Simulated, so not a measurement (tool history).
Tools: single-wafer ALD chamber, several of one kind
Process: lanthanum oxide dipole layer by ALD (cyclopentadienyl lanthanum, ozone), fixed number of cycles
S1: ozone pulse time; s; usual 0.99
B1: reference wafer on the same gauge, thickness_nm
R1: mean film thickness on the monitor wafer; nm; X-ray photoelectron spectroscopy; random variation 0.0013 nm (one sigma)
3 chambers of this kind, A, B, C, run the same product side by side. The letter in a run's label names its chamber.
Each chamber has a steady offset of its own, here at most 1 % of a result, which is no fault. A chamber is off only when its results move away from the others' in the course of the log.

{"run": "1C", "hour": 8.9, "S1": 0.99, "B1": 0.5068, "R1": 0.50175}
{"run": "2B", "hour": 18.8, "S1": 0.99, "B1": 0.50717, "R1": 0.49847}
{"run": "3A", "hour": 31.9, "S1": 0.99, "B1": 0.50709, "R1": 0.49909}
{"run": "4C", "hour": 42.5, "S1": 0.99, "B1": 0.50686, "R1": 0.50156}
{"run": "5B", "hour": 52.3, "S1": 0.99, "B1": 0.50697, "R1": 0.49723}
{"run": "6A", "hour": 62.8, "S1": 0.99, "B1": 0.50736, "R1": 0.49796}
{"run": "7C", "hour": 72.6, "S1": 0.99, "B1": 0.50684, "R1": 0.50147}
{"run": "8A", "hour": 84.4, "S1": 0.99, "B1": 0.50734, "R1": 0.49749}
{"run": "9B", "hour": 94.3, "S1": 0.99, "B1": 0.50706, "R1": 0.5001}
{"run": "10C", "hour": 103.2, "S1": 0.99, "B1": 0.50693, "R1": 0.50035}
{"run": "11B", "hour": 114.4, "S1": 0.99, "B1": 0.50668, "R1": 0.49939}
{"run": "12A", "hour": 125.1, "S1": 0.99, "B1": 0.5072, "R1": 0.49767}
{"run": "13C", "hour": 135.2, "S1": 1.38, "B1": 0.50676, "R1": 0.54663}
{"run": "14A", "hour": 149.2, "S1": 1.38, "B1": 0.50667, "R1": 0.54207}
{"run": "15B", "hour": 158.0, "S1": 1.38, "B1": 0.50675, "R1": 0.544}
{"run": "16C", "hour": 166.1, "S1": 0.99, "B1": 0.50726, "R1": 0.5025}
{"run": "17B", "hour": 172.4, "S1": 0.99, "B1": 0.50685, "R1": 0.50034}
{"run": "18A", "hour": 183.9, "S1": 0.99, "B1": 0.50721, "R1": 0.49667}
{"run": "19C", "hour": 195.2, "S1": 0.99, "B1": 0.50704, "R1": 0.50126}
{"run": "20B", "hour": 207.7, "S1": 1.17, "B1": 0.50713, "R1": 0.51888}
{"run": "21A", "hour": 215.8, "S1": 1.17, "B1": 0.50711, "R1": 0.52059}
{"run": "22B", "hour": 229.6, "S1": 1.17, "B1": 0.50707, "R1": 0.52259}
{"run": "23C", "hour": 241.2, "S1": 0.99, "B1": 0.50717, "R1": 0.502}
{"run": "24A", "hour": 250.7, "S1": 0.99, "B1": 0.50713, "R1": 0.4978}
{"run": "25B", "hour": 259.5, "S1": 0.99, "B1": 0.50698, "R1": 0.4925}
{"run": "26C", "hour": 271.5, "S1": 0.99, "B1": 0.50712, "R1": 0.50341}
{"run": "27A", "hour": 279.4, "S1": 0.99, "B1": 0.50677, "R1": 0.49865}
{"run": "28A", "hour": 288.3, "S1": 0.99, "B1": 0.50698, "R1": 0.50054}
{"run": "29B", "hour": 297.2, "S1": 1.15, "B1": 0.50699, "R1": 0.51671}
{"run": "30C", "hour": 307.5, "S1": 1.15, "B1": 0.507, "R1": 0.52124}
{"run": "31B", "hour": 316.0, "S1": 1.15, "B1": 0.50692, "R1": 0.51319}
{"run": "32A", "hour": 326.3, "S1": 0.99, "B1": 0.5069, "R1": 0.49937}
{"run": "33C", "hour": 335.3, "S1": 0.99, "B1": 0.50721, "R1": 0.50103}
{"run": "34A", "hour": 345.0, "S1": 0.99, "B1": 0.50729, "R1": 0.49867}
{"run": "35C", "hour": 358.8, "S1": 0.99, "B1": 0.50671, "R1": 0.49973}
{"run": "36B", "hour": 367.8, "S1": 0.77, "B1": 0.50697, "R1": 0.44133}
{"run": "37C", "hour": 376.7, "S1": 0.77, "B1": 0.50694, "R1": 0.4551}
{"run": "38B", "hour": 387.0, "S1": 0.77, "B1": 0.50698, "R1": 0.44189}
{"run": "39A", "hour": 399.6, "S1": 0.99, "B1": 0.5074, "R1": 0.50028}
{"run": "40A", "hour": 411.8, "S1": 0.99, "B1": 0.50708, "R1": 0.49678}
{"run": "41B", "hour": 421.7, "S1": 0.99, "B1": 0.50697, "R1": 0.4838}
{"run": "42C", "hour": 433.6, "S1": 0.99, "B1": 0.50697, "R1": 0.49841}
{"run": "43B", "hour": 440.5, "S1": 0.99, "B1": 0.50716, "R1": 0.48412}

What goes on in this fleet: one chamber off, a drifting gauge, or nothing beyond the chambers' own small offsets? Name the chamber and the cause, if any.

Chamber B drifts away from the others.
Cause: ozone dose below that of a generator just serviced (%) = 8.79.

Here are 4 candidates for chamber B's next run, each the usual settings with a change, their results left as question marks. Which one brings its results back in line with what the others give on the usual settings?
In line means no further than this from the other chambers' mean on the usual settings: R1 0.0045 nm
{"run": "44B-1", "hour": 450.6, "S1": 0.96, "R1": "?"}
{"run": "44B-2", "hour": 450.6, "S1": 1.02, "R1": "?"}
{"run": "44B-3", "hour": 450.6, "S1": 1.08, "R1": "?"}
{"run": "44B-4", "hour": 450.6, "S1": 0.9, "R1": "?"}

The other chambers' mean on the usual settings: R1 0.49968 nm
run=44B-1 R1=0.47799
run=44B-2 R1=0.48837
run=44B-3 R1=0.49767
run=44B-4 R1=0.46642
44B-3 brings the chamber back in line.
